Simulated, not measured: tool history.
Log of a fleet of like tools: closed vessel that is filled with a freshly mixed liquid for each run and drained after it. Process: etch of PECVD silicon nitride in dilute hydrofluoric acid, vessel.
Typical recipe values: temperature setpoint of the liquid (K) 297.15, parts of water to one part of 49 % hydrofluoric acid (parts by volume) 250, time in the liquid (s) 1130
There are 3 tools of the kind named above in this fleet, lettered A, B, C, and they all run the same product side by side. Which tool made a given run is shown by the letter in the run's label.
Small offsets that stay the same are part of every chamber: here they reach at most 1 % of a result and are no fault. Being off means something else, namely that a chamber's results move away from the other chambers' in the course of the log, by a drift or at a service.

run	hour	temperature setpoint of the liquid (K)	parts of water to one part of 49 % hydrofluoric acid (parts by volume)	time in the liquid (s)	read-back film thickness of the PECVD silicon nitride reference wafer, read on the same gauge (nm)	thickness taken off the PECVD silicon nitride on a monitor wafer (angstrom)
1C	8.4	297.15	250	1130	99.979	78.477
2B	13.7	297.15	250	1130	99.964	78.459
3A	24.0	297.15	250	1130	99.993	78.545
4C	29.8	297.15	250	1130	99.969	78.064
5A	38.9	297.15	250	1130	99.999	78.048
6B	49.6	297.15	250	1130	99.992	78.449
7B	58.3	297.15	150	1350	99.993	155.040
8A	66.7	297.15	150	1350	99.988	157.110
9C	75.6	297.15	150	1350	100.030	158.630
10C	81.7	297.15	250	1130	99.964	79.003
11B	92.6	297.15	250	1130	99.991	78.253
12A	98.2	297.15	250	1130	100.010	78.860
# hour 101.0: chamber A: thermometer replaced
13B	107.2	297.15	250	1130	100.020	78.430
14A	115.1	297.15	250	1130	99.968	78.447
15C	120.1	297.15	250	1130	100.000	80.397
16C	125.4	295.15	250	1460	100.010	92.141
17A	134.1	295.15	250	1460	100.010	88.830
18B	141.5	295.15	250	1460	99.964	89.634
19A	146.5	297.15	250	1130	100.010	78.747
20B	151.8	297.15	250	1130	99.978	78.427
21C	160.5	297.15	250	1130	100.010	81.008
22A	170.5	297.15	250	1130	100.020	78.279
23C	178.1	297.15	250	1130	100.030	81.912

For the next run the whole fleet of 3 chambers uses the same settings. Give each chamber's results:
24A	186.0	297.15	145	1130		?
24B	186.0	297.15	145	1130		?
24C	186.0	297.15	145	1130		?

run	thickness taken off the PECVD silicon nitride on a monitor wafer (angstrom)
24A	135.350
24B	133.800
24C	142.690
